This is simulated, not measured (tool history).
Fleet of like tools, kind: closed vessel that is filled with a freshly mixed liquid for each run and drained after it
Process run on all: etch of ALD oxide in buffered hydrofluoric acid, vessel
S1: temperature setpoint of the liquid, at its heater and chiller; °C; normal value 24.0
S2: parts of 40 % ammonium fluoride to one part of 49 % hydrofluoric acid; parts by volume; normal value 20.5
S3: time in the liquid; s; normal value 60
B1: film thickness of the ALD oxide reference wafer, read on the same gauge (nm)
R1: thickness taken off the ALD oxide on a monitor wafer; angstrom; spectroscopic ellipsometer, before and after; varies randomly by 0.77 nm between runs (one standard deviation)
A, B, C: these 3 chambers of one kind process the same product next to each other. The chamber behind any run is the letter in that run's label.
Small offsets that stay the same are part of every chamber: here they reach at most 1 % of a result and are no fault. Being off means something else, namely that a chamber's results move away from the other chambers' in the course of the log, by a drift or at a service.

run 1C day=0.321 | S1=24.0 S2=20.5 S3=60 | B1=70.024 | R1=774.90
run 2B day=0.721 | S1=24.0 S2=20.5 S3=60 | B1=69.984 | R1=782.94
run 3A day=1.050 | S1=24.0 S2=20.5 S3=60 | B1=70.029 | R1=800.88
run 4A day=1.442 | S1=24.0 S2=20.5 S3=60 | B1=69.999 | R1=791.35
run 5B day=1.896 | S1=24.0 S2=20.5 S3=60 | B1=70.016 | R1=765.33
run 6C day=2.275 | S1=24.0 S2=20.5 S3=60 | B1=69.975 | R1=774.82
run 7C day=2.600 | S1=24.0 S2=20.5 S3=60 | B1=69.963 | R1=779.62
run 8A day=2.967 | S1=24.0 S2=20.5 S3=60 | B1=69.976 | R1=793.74
run 9B day=3.179 | S1=24.0 S2=20.5 S3=60 | B1=70.000 | R1=774.68
run 10C day=3.600 | S1=24.0 S2=20.5 S3=60 | B1=70.004 | R1=790.62
run 11B day=3.912 | S1=26.5 S2=24.0 S3=60 | B1=69.987 | R1=785.84
run 12A day=4.108 | S1=26.5 S2=24.0 S3=60 | B1=70.004 | R1=813.54
run 13A day=4.408 | S1=26.5 S2=24.0 S3=60 | B1=69.974 | R1=800.37
run 14B day=4.758 | S1=24.0 S2=20.5 S3=60 | B1=70.007 | R1=752.88
run 15C day=5.167 | S1=24.0 S2=20.5 S3=60 | B1=69.986 | R1=772.38
-- day=5.279 chamber C: thermometer replaced
run 16A day=5.550 | S1=24.0 S2=20.5 S3=60 | B1=69.995 | R1=791.43
run 17B day=5.821 | S1=24.0 S2=20.5 S3=60 | B1=69.962 | R1=740.98
run 18C day=6.258 | S1=24.0 S2=20.5 S3=60 | B1=70.018 | R1=780.82
run 19A day=6.517 | S1=24.0 S2=20.5 S3=60 | B1=69.987 | R1=794.89
run 20B day=6.758 | S1=24.0 S2=20.5 S3=60 | B1=69.975 | R1=737.39
run 21C day=7.046 | S1=24.0 S2=20.5 S3=60 | B1=70.002 | R1=780.05
run 22A day=7.429 | S1=24.0 S2=20.5 S3=60 | B1=69.988 | R1=791.39
run 23C day=7.692 | S1=24.0 S2=20.5 S3=60 | B1=69.978 | R1=788.87
run 24B day=7.933 | S1=24.0 S2=20.5 S3=60 | B1=69.990 | R1=718.97
run 25A day=8.162 | S1=24.0 S2=20.5 S3=60 | B1=70.002 | R1=802.11
run 26B day=8.604 | S1=24.0 S2=20.5 S3=60 | B1=70.029 | R1=715.26
run 27C day=8.825 | S1=24.0 S2=20.5 S3=60 | B1=70.009 | R1=786.40
run 28C day=9.029 | S1=24.0 S2=20.5 S3=60 | B1=69.977 | R1=782.60
run 29B day=9.475 | S1=24.0 S2=20.5 S3=60 | B1=69.970 | R1=712.56
run 30A day=9.754 | S1=24.0 S2=27.0 S3=60 | B1=70.035 | R1=672.85
run 31A day=10.183 | S1=24.0 S2=27.0 S3=60 | B1=69.975 | R1=661.79
run 32C day=10.462 | S1=24.0 S2=27.0 S3=60 | B1=70.040 | R1=660.27
run 33B day=10.842 | S1=24.0 S2=20.5 S3=60 | B1=69.954 | R1=709.51
run 34A day=11.175 | S1=24.0 S2=20.5 S3=60 | B1=69.978 | R1=786.64
run 35B day=11.554 | S1=24.0 S2=20.5 S3=60 | B1=69.984 | R1=705.67
run 36C day=11.904 | S1=24.0 S2=20.5 S3=60 | B1=69.984 | R1=774.81
run 37B day=12.308 | S1=20.0 S2=13.5 S3=60 | B1=69.999 | R1=833.13
run 38A day=12.675 | S1=20.0 S2=13.5 S3=60 | B1=69.956 | R1=955.04
run 39C day=13.092 | S1=20.0 S2=13.5 S3=60 | B1=69.979 | R1=914.63

For the next run the whole fleet of 3 chambers uses the same settings. Give each chamber's results:
run 40A day=13.417 | S1=24.0 S2=20.5 S3=60 | R1=?
run 40B day=13.417 | S1=24.0 S2=20.5 S3=60 | R1=?
run 40C day=13.417 | S1=24.0 S2=20.5 S3=60 | R1=?

run=40A R1=790.32
run=40B R1=700.83
run=40C R1=785.31

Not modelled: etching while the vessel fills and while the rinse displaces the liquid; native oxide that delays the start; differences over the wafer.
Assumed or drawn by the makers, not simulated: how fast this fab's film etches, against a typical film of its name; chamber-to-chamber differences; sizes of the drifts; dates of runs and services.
